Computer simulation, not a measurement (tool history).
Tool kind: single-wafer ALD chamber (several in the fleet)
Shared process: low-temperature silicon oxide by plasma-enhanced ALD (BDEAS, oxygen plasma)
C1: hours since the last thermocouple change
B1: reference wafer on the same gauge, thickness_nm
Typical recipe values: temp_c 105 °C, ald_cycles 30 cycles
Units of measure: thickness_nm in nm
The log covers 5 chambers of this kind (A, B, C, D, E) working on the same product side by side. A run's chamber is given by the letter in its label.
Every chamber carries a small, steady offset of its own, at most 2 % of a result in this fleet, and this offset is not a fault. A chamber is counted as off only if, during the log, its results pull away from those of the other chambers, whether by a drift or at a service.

{"run": "1D", "day": 0.496, "temp_c": 105, "ald_cycles": 30, "C1": 1050.0, "B1": 4.0107, "thickness_nm": 4.2982}
{"run": "2E", "day": 0.858, "temp_c": 105, "ald_cycles": 30, "C1": 354.9, "B1": 4.0094, "thickness_nm": 4.1777}
{"day": 0.925, "done": "chamber A: thermocouple changed; heater temperature recalibrated"}
{"run": "3B", "day": 1.475, "temp_c": 105, "ald_cycles": 30, "C1": 1161.4, "B1": 4.0097, "thickness_nm": 4.2729}
{"run": "4C", "day": 1.979, "temp_c": 105, "ald_cycles": 30, "C1": 231.0, "B1": 4.0105, "thickness_nm": 4.3265}
{"run": "5A", "day": 2.4, "temp_c": 105, "ald_cycles": 30, "C1": 35.4, "B1": 4.0097, "thickness_nm": 4.2433}
{"run": "6E", "day": 2.979, "temp_c": 105, "ald_cycles": 30, "C1": 405.8, "B1": 4.0096, "thickness_nm": 4.1999}
{"run": "7C", "day": 3.512, "temp_c": 105, "ald_cycles": 30, "C1": 267.8, "B1": 4.0092, "thickness_nm": 4.3186}
{"run": "8A", "day": 4.121, "temp_c": 105, "ald_cycles": 30, "C1": 76.7, "B1": 4.0115, "thickness_nm": 4.2242}
{"run": "9B", "day": 4.725, "temp_c": 105, "ald_cycles": 30, "C1": 1239.4, "B1": 4.0121, "thickness_nm": 4.2625}
{"run": "10D", "day": 5.171, "temp_c": 100, "ald_cycles": 25, "C1": 1162.2, "B1": 4.0111, "thickness_nm": 3.6168}
{"run": "11C", "day": 5.729, "temp_c": 100, "ald_cycles": 25, "C1": 321.0, "B1": 4.0103, "thickness_nm": 3.6329}
{"run": "12B", "day": 6.196, "temp_c": 100, "ald_cycles": 25, "C1": 1274.7, "B1": 4.0096, "thickness_nm": 3.5909}
{"run": "13E", "day": 6.608, "temp_c": 100, "ald_cycles": 25, "C1": 492.9, "B1": 4.0115, "thickness_nm": 3.5287}
{"run": "14A", "day": 6.908, "temp_c": 100, "ald_cycles": 25, "C1": 143.6, "B1": 4.0108, "thickness_nm": 3.5499}
{"run": "15D", "day": 7.488, "temp_c": 105, "ald_cycles": 30, "C1": 1217.8, "B1": 4.0122, "thickness_nm": 4.3218}
{"day": 7.725, "done": "chamber B: thermocouple changed; heater temperature recalibrated"}
{"run": "16A", "day": 7.821, "temp_c": 105, "ald_cycles": 30, "C1": 165.5, "B1": 4.0093, "thickness_nm": 4.2352}
{"run": "17E", "day": 8.112, "temp_c": 105, "ald_cycles": 30, "C1": 529.0, "B1": 4.0094, "thickness_nm": 4.1721}
{"run": "18C", "day": 8.704, "temp_c": 105, "ald_cycles": 30, "C1": 392.4, "B1": 4.0095, "thickness_nm": 4.3179}
{"run": "19B", "day": 9.229, "temp_c": 105, "ald_cycles": 30, "C1": 36.1, "B1": 4.0131, "thickness_nm": 4.263}
{"run": "20D", "day": 9.758, "temp_c": 105, "ald_cycles": 30, "C1": 1272.3, "B1": 4.0105, "thickness_nm": 4.3103}
{"run": "21E", "day": 10.058, "temp_c": 105, "ald_cycles": 30, "C1": 575.7, "B1": 4.0117, "thickness_nm": 4.1725}
{"run": "22D", "day": 10.6, "temp_c": 105, "ald_cycles": 30, "C1": 1292.5, "B1": 4.0122, "thickness_nm": 4.2959}
{"run": "23C", "day": 11.05, "temp_c": 98, "ald_cycles": 32, "C1": 448.7, "B1": 4.0106, "thickness_nm": 4.6917}
{"run": "24B", "day": 11.596, "temp_c": 98, "ald_cycles": 32, "C1": 92.9, "B1": 4.009, "thickness_nm": 4.6195}
{"run": "25A", "day": 11.896, "temp_c": 98, "ald_cycles": 32, "C1": 263.3, "B1": 4.0105, "thickness_nm": 4.5954}
{"run": "26A", "day": 12.425, "temp_c": 98, "ald_cycles": 32, "C1": 276.0, "B1": 4.012, "thickness_nm": 4.6081}
{"run": "27E", "day": 12.767, "temp_c": 98, "ald_cycles": 32, "C1": 640.7, "B1": 4.0119, "thickness_nm": 4.5486}
{"run": "28B", "day": 13.275, "temp_c": 105, "ald_cycles": 30, "C1": 133.2, "B1": 4.01, "thickness_nm": 4.2567}
{"run": "29D", "day": 13.562, "temp_c": 105, "ald_cycles": 30, "C1": 1363.6, "B1": 4.0081, "thickness_nm": 4.2892}
{"run": "30C", "day": 13.867, "temp_c": 105, "ald_cycles": 30, "C1": 516.3, "B1": 4.0109, "thickness_nm": 4.3277}
{"run": "31D", "day": 14.438, "temp_c": 105, "ald_cycles": 30, "C1": 1384.6, "B1": 4.0126, "thickness_nm": 4.3032}
{"run": "32B", "day": 14.821, "temp_c": 105, "ald_cycles": 30, "C1": 170.3, "B1": 4.0083, "thickness_nm": 4.2781}
{"run": "33E", "day": 15.412, "temp_c": 105, "ald_cycles": 30, "C1": 704.2, "B1": 4.01, "thickness_nm": 4.192}
{"run": "34C", "day": 15.871, "temp_c": 105, "ald_cycles": 30, "C1": 564.4, "B1": 4.0105, "thickness_nm": 4.3174}
{"run": "35A", "day": 16.279, "temp_c": 105, "ald_cycles": 30, "C1": 368.5, "B1": 4.0081, "thickness_nm": 4.2253}
{"run": "36D", "day": 16.875, "temp_c": 105, "ald_cycles": 30, "C1": 1443.1, "B1": 4.0118, "thickness_nm": 4.3028}
{"run": "37A", "day": 17.408, "temp_c": 105, "ald_cycles": 30, "C1": 395.6, "B1": 4.0103, "thickness_nm": 4.2247}
{"run": "38B", "day": 17.733, "temp_c": 105, "ald_cycles": 30, "C1": 240.2, "B1": 4.0087, "thickness_nm": 4.2449}
{"run": "39C", "day": 18.238, "temp_c": 105, "ald_cycles": 30, "C1": 621.2, "B1": 4.008, "thickness_nm": 4.3112}
{"run": "40E", "day": 18.542, "temp_c": 105, "ald_cycles": 30, "C1": 779.3, "B1": 4.0103, "thickness_nm": 4.1778}
{"run": "41E", "day": 19.079, "temp_c": 105, "ald_cycles": 30, "C1": 792.2, "B1": 4.0079, "thickness_nm": 4.1871}
{"run": "42C", "day": 19.538, "temp_c": 105, "ald_cycles": 30, "C1": 652.4, "B1": 4.0076, "thickness_nm": 4.3137}
{"run": "43A", "day": 20.079, "temp_c": 105, "ald_cycles": 30, "C1": 459.7, "B1": 4.0079, "thickness_nm": 4.2324}

Decide between three cases: one chamber stands off from its peers, the gauge reading all wafers drifts, or nothing is wrong past each chamber's small offset. Where a chamber is off, say which and what most likely put it there.

The fleet is healthy, with each chamber sitting at its usual small offset and no drift in the gauge.
